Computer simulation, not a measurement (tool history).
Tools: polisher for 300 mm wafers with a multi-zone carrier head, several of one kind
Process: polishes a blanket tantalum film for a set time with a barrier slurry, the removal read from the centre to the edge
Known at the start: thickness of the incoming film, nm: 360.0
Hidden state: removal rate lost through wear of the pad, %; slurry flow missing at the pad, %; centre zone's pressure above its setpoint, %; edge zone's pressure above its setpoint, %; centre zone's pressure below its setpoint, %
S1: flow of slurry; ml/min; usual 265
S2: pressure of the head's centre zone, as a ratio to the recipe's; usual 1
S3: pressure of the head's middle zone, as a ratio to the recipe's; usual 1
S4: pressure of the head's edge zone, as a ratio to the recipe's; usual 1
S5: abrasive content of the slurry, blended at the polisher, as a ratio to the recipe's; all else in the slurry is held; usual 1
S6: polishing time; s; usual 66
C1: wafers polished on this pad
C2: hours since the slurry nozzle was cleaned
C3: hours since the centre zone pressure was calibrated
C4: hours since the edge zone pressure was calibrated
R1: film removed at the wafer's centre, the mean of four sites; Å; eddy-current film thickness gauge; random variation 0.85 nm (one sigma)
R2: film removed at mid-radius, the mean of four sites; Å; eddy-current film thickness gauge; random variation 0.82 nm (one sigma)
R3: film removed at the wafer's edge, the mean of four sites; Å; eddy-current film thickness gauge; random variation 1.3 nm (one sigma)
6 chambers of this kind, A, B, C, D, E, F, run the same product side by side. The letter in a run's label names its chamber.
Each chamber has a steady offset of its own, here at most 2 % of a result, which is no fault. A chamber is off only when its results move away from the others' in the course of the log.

| run | hour | S1 | S2 | S3 | S4 | S5 | S6 | C1 | C2 | C3 | C4 | R1 | R2 | R3 |
|---|---|---|---|---|---|---|---|---|---|---|---|---|---|---|
|  | 0.6 | chamber B: worn pad replaced by a new one |
| 1C | 5.6 | 265 | 1 | 1 | 1 | 1 | 66 | 1028 | 156.6 | 141 | 487.4 | 1003.1 | 998.85 | 998.5 |
| 2E | 8.8 | 265 | 1 | 1 | 1 | 1 | 66 | 589 | 18.2 | 176.3 | 389.9 | 990.31 | 995.59 | 1003.1 |
| 3D | 12.3 | 265 | 1 | 1 | 1 | 1 | 66 | 537 | 172.5 | 160.9 | 491.9 | 1001.5 | 994.83 | 1003.2 |
| 4B | 17.8 | 265 | 1 | 1 | 1 | 1 | 66 | 148 | 61.2 | 19.7 | 508.8 | 998.51 | 1011.4 | 978.8 |
| 5F | 23 | 265 | 1 | 1 | 1 | 1 | 66 | 460 | 443.2 | 599.9 | 315.4 | 992.86 | 1001 | 985.28 |
| 6A | 25.9 | 265 | 1 | 1 | 1 | 1 | 66 | 593 | 190.5 | 140.8 | 528.2 | 1008 | 993.44 | 1004.4 |
| 7B | 29.4 | 265 | 1 | 1 | 1 | 1 | 66 | 248 | 72.8 | 31.3 | 520.4 | 1008.9 | 995.08 | 1011.8 |
| 8D | 32.7 | 265 | 1 | 1 | 1 | 1 | 66 | 712 | 192.9 | 181.3 | 512.3 | 996.89 | 993.34 | 1008 |
|  | 35.2 | chamber D: worn pad replaced by a new one |
| 9F | 36.5 | 265 | 1 | 1 | 1 | 1 | 66 | 576 | 456.7 | 613.4 | 328.9 | 994.78 | 998.22 | 980.08 |
| 10C | 39.9 | 265 | 1 | 1 | 1 | 1 | 66 | 1323 | 190.9 | 175.3 | 521.7 | 1011.8 | 1003.5 | 1017.6 |
| 11E | 44.2 | 265 | 1 | 1 | 1 | 1 | 66 | 893 | 53.6 | 211.7 | 425.3 | 1004.4 | 1005.8 | 1018.4 |
|  | 46.3 | chamber F: worn pad replaced by a new one |
| 12A | 47 | 265 | 1 | 1 | 1 | 1 | 66 | 774 | 211.6 | 161.9 | 549.3 | 996.86 | 995.1 | 1018.9 |
| 13E | 51 | 265 | 1 | 1 | 1 | 1 | 66 | 952 | 60.4 | 218.5 | 432.1 | 996.19 | 976.14 | 1004.3 |
|  | 53.5 | chamber A: worn pad replaced by a new one |
| 14A | 55.6 | 265 | 1 | 1 | 1 | 1 | 66 | 18 | 220.2 | 170.5 | 557.9 | 990.02 | 993.68 | 1016.3 |
|  | 60.3 | chamber C: worn pad replaced by a new one |
| 15D | 60.8 | 265 | 1 | 1 | 1 | 1 | 66 | 220 | 221 | 209.4 | 540.4 | 993.89 | 985.31 | 1013.7 |
| 16C | 66.7 | 265 | 1 | 1 | 1 | 1 | 66 | 55 | 217.7 | 202.1 | 548.5 | 1002.3 | 988.44 | 991.83 |
|  | 72.4 | chamber B: worn pad replaced by a new one |
| 17F | 72.9 | 265 | 1 | 1 | 1 | 1 | 66 | 229 | 493.1 | 649.8 | 365.3 | 985.26 | 975.77 | 1006 |
| 18B | 78.4 | 265 | 1 | 1 | 1 | 1 | 66 | 52 | 121.8 | 80.3 | 569.4 | 1008.1 | 1017.1 | 979.21 |
|  | 83.6 | chamber C: slurry nozzle cleaned |
| 19E | 83.6 | 265 | 1.05 | 0.91 | 1 | 1 | 66 | 1232 | 93 | 251.1 | 464.7 | 1045.2 | 923.27 | 997.86 |
| 20D | 89.4 | 265 | 1.05 | 0.91 | 1 | 1 | 66 | 466 | 249.6 | 238 | 569 | 1048.6 | 900.25 | 1011.3 |
| 21C | 92.4 | 265 | 1.05 | 0.91 | 1 | 1 | 66 | 276 | 8.9 | 227.8 | 574.2 | 1058.4 | 918.64 | 995.17 |
| 22B | 96.9 | 265 | 1.05 | 0.91 | 1 | 1 | 66 | 211 | 140.3 | 98.8 | 587.9 | 1052.4 | 919.82 | 998.35 |
| 23A | 100.5 | 265 | 1.05 | 0.91 | 1 | 1 | 66 | 404 | 265.1 | 215.4 | 602.8 | 1065.8 | 917.06 | 1042.2 |
| 24F | 104.9 | 265 | 1.05 | 0.91 | 1 | 1 | 66 | 504 | 525.1 | 681.8 | 397.3 | 1020.1 | 877.97 | 978.96 |
|  | 108.7 | chamber D: worn pad replaced by a new one |
| 25B | 109.4 | 265 | 1 | 1 | 1 | 1 | 66 | 318 | 152.8 | 111.3 | 600.4 | 1013.5 | 994.75 | 1009.3 |
| 26A | 112.9 | 265 | 1 | 1 | 1 | 1 | 66 | 511 | 277.5 | 227.8 | 615.2 | 990.89 | 997.75 | 1013.6 |
|  | 114.5 | chamber E: worn pad replaced by a new one |
| 27E | 119.2 | 265 | 1 | 1 | 1 | 1 | 66 | 40 | 128.6 | 286.7 | 500.3 | 993.49 | 1003.3 | 973.64 |
|  | 122.8 | chamber F: worn pad replaced by a new one |
| 28C | 123.6 | 265 | 1 | 1 | 1 | 1 | 66 | 544 | 40.1 | 259 | 605.4 | 1012.1 | 990.2 | 1014.5 |
| 29F | 128.2 | 265 | 1 | 1.09 | 1 | 1 | 66 | 46 | 548.4 | 705.1 | 420.6 | 951.1 | 1055.6 | 964.29 |
|  | 129.6 | chamber D: slurry nozzle cleaned |
| 30D | 133.6 | 265 | 1 | 1.09 | 1 | 1 | 66 | 214 | 4 | 282.2 | 613.2 | 1001 | 1084.8 | 982.28 |
|  | 136.3 | chamber B: slurry nozzle cleaned |
| 31A | 139 | 265 | 1 | 1.09 | 1 | 1 | 66 | 735 | 303.6 | 253.9 | 641.3 | 1005 | 1080.3 | 1006.1 |
|  | 144.7 | chamber B: worn pad replaced by a new one |
| 32E | 145.3 | 265 | 1 | 1.09 | 1 | 1 | 66 | 265 | 154.7 | 312.8 | 526.4 | 993.1 | 1071.8 | 1007.7 |
| 33D | 151.3 | 265 | 1 | 1.09 | 1 | 1 | 66 | 366 | 21.7 | 299.9 | 630.9 | 986.5 | 1071.9 | 987.71 |
| 34B | 155.1 | 265 | 1 | 1.09 | 1 | 1 | 66 | 89 | 18.9 | 157 | 646.1 | 997.41 | 1097.9 | 962.24 |
| 35F | 157.9 | 265 | 1 | 1 | 1 | 1 | 66 | 302 | 578.1 | 734.8 | 450.3 | 951.2 | 966.78 | 969.71 |
|  | 162.9 | chamber A: worn pad replaced by a new one |
| 36C | 163 | 265 | 1 | 1 | 1 | 1 | 66 | 883 | 79.5 | 298.4 | 644.8 | 1010.7 | 991.05 | 977.42 |
| 37D | 168.1 | 265 | 1 | 1 | 1 | 1 | 66 | 511 | 38.5 | 316.7 | 647.7 | 995.45 | 994.63 | 994.72 |
| 38B | 171.1 | 200 | 1 | 1 | 1.05 | 1 | 66 | 227 | 34.9 | 173 | 662.1 | 959.36 | 974.03 | 986.11 |
| 39A | 174.1 | 200 | 1 | 1 | 1.05 | 1 | 66 | 97 | 338.7 | 289 | 676.4 | 964.36 | 969.92 | 1004 |
| 40F | 178.7 | 200 | 1 | 1 | 1.05 | 1 | 66 | 481 | 598.9 | 755.6 | 471.1 | 886.1 | 905.42 | 950.43 |

Next, every chamber runs the same settings. What will each give?
| 41A | 183.2 | 265 | 1 | 1 | 1 | 1 | 66 |  |  |  |  | ? | ? | ? |
| 41B | 183.2 | 265 | 1 | 1 | 1 | 1 | 66 |  |  |  |  | ? | ? | ? |
| 41C | 183.2 | 265 | 1 | 1 | 1 | 1 | 66 |  |  |  |  | ? | ? | ? |
| 41D | 183.2 | 265 | 1 | 1 | 1 | 1 | 66 |  |  |  |  | ? | ? | ? |
| 41E | 183.2 | 265 | 1 | 1 | 1 | 1 | 66 |  |  |  |  | ? | ? | ? |
| 41F | 183.2 | 265 | 1 | 1 | 1 | 1 | 66 |  |  |  |  | ? | ? | ? |

| run | R1 | R2 | R3 |
|---|---|---|---|
| 41A | 1009.8 | 1010.6 | 1005.3 |
| 41B | 993.8 | 1006.5 | 977.92 |
| 41C | 1017.4 | 994.69 | 1008.9 |
| 41D | 1008.7 | 1001.3 | 1004.9 |
| 41E | 1017.7 | 985.75 | 998.08 |
| 41F | 932.67 | 952.03 | 980.16 |
